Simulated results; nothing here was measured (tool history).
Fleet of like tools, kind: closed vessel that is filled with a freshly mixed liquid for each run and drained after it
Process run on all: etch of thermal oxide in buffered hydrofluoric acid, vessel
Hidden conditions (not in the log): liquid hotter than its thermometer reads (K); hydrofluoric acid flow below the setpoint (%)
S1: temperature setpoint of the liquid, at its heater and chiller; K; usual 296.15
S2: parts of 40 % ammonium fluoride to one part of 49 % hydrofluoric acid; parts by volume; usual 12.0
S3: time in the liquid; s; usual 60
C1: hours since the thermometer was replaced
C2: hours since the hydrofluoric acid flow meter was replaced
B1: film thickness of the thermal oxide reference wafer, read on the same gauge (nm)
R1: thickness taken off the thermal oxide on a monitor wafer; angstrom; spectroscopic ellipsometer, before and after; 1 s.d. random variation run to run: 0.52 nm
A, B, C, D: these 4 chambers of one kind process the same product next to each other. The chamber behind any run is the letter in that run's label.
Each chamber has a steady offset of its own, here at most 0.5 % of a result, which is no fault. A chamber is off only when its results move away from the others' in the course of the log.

run 1D hour=7.3 | S1=296.15 S2=12.0 S3=60 | C1=78.6 C2=1899.3 | B1=50.013 | R1=570.20
run 2B hour=13.9 | S1=296.15 S2=12.0 S3=60 | C1=1662.2 C2=720.7 | B1=49.969 | R1=573.83
run 3A hour=24.2 | S1=296.15 S2=12.0 S3=60 | C1=656.3 C2=372.1 | B1=49.990 | R1=578.73
run 4C hour=31.0 | S1=296.15 S2=12.0 S3=60 | C1=1171.6 C2=896.0 | B1=50.006 | R1=560.87
run 5C hour=41.9 | S1=296.15 S2=14.5 S3=40 | C1=1182.5 C2=906.9 | B1=49.994 | R1=315.79
run 6D hour=47.8 | S1=296.15 S2=14.5 S3=40 | C1=119.1 C2=1939.8 | B1=50.001 | R1=316.29
run 7B hour=54.5 | S1=296.15 S2=14.5 S3=40 | C1=1702.8 C2=761.3 | B1=50.017 | R1=318.81
run 8A hour=66.9 | S1=296.15 S2=14.5 S3=40 | C1=699.0 C2=414.8 | B1=50.000 | R1=318.78
run 9D hour=77.6 | S1=296.15 S2=12.0 S3=60 | C1=148.9 C2=1969.6 | B1=50.028 | R1=567.42
run 10A hour=85.6 | S1=296.15 S2=12.0 S3=60 | C1=717.7 C2=433.5 | B1=49.977 | R1=578.69
run 11B hour=91.9 | S1=296.15 S2=12.0 S3=60 | C1=1740.2 C2=798.7 | B1=50.023 | R1=575.11
run 12C hour=104.1 | S1=296.15 S2=12.0 S3=60 | C1=1244.7 C2=969.1 | B1=50.006 | R1=576.32
run 13D hour=111.9 | S1=296.15 S2=12.0 S3=60 | C1=183.2 C2=2003.9 | B1=50.021 | R1=573.46
-- hour=114.4 chamber D: hydrofluoric acid flow meter replaced
run 14C hour=122.7 | S1=296.15 S2=12.0 S3=60 | C1=1263.3 C2=987.7 | B1=49.974 | R1=572.82
-- hour=126.9 chamber C: thermometer replaced
run 15A hour=132.8 | S1=296.15 S2=12.0 S3=60 | C1=764.9 C2=480.7 | B1=50.020 | R1=588.85
run 16B hour=143.4 | S1=296.15 S2=12.0 S3=60 | C1=1791.7 C2=850.2 | B1=49.998 | R1=571.06
run 17B hour=153.2 | S1=296.15 S2=12.0 S3=60 | C1=1801.5 C2=860.0 | B1=50.013 | R1=571.05
run 18C hour=165.3 | S1=296.15 S2=14.0 S3=85 | C1=38.4 C2=1030.3 | B1=49.997 | R1=698.13
run 19A hour=173.0 | S1=296.15 S2=14.0 S3=85 | C1=805.1 C2=520.9 | B1=49.998 | R1=690.58
run 20D hour=180.6 | S1=296.15 S2=14.0 S3=85 | C1=251.9 C2=66.3 | B1=50.020 | R1=701.51
run 21B hour=189.6 | S1=296.15 S2=14.0 S3=85 | C1=1837.9 C2=896.4 | B1=50.010 | R1=701.74
run 22D hour=196.1 | S1=296.15 S2=12.0 S3=80 | C1=267.4 C2=81.8 | B1=49.987 | R1=766.71
run 23C hour=207.0 | S1=296.15 S2=12.0 S3=80 | C1=80.1 C2=1072.0 | B1=49.994 | R1=756.84
run 24A hour=215.1 | S1=296.15 S2=12.0 S3=80 | C1=847.2 C2=563.0 | B1=49.983 | R1=763.84
run 25D hour=221.4 | S1=296.15 S2=12.0 S3=80 | C1=292.7 C2=107.1 | B1=49.996 | R1=761.31
run 26C hour=231.0 | S1=296.15 S2=12.0 S3=60 | C1=104.1 C2=1096.0 | B1=50.006 | R1=567.87

Next, every chamber runs the same settings. What will each give?
run 27A hour=240.3 | S1=296.15 S2=16.0 S3=60 | R1=?
run 27B hour=240.3 | S1=296.15 S2=16.0 S3=60 | R1=?
run 27C hour=240.3 | S1=296.15 S2=16.0 S3=60 | R1=?
run 27D hour=240.3 | S1=296.15 S2=16.0 S3=60 | R1=?

run=27A R1=433.83
run=27B R1=435.91
run=27C R1=433.84
run=27D R1=428.35
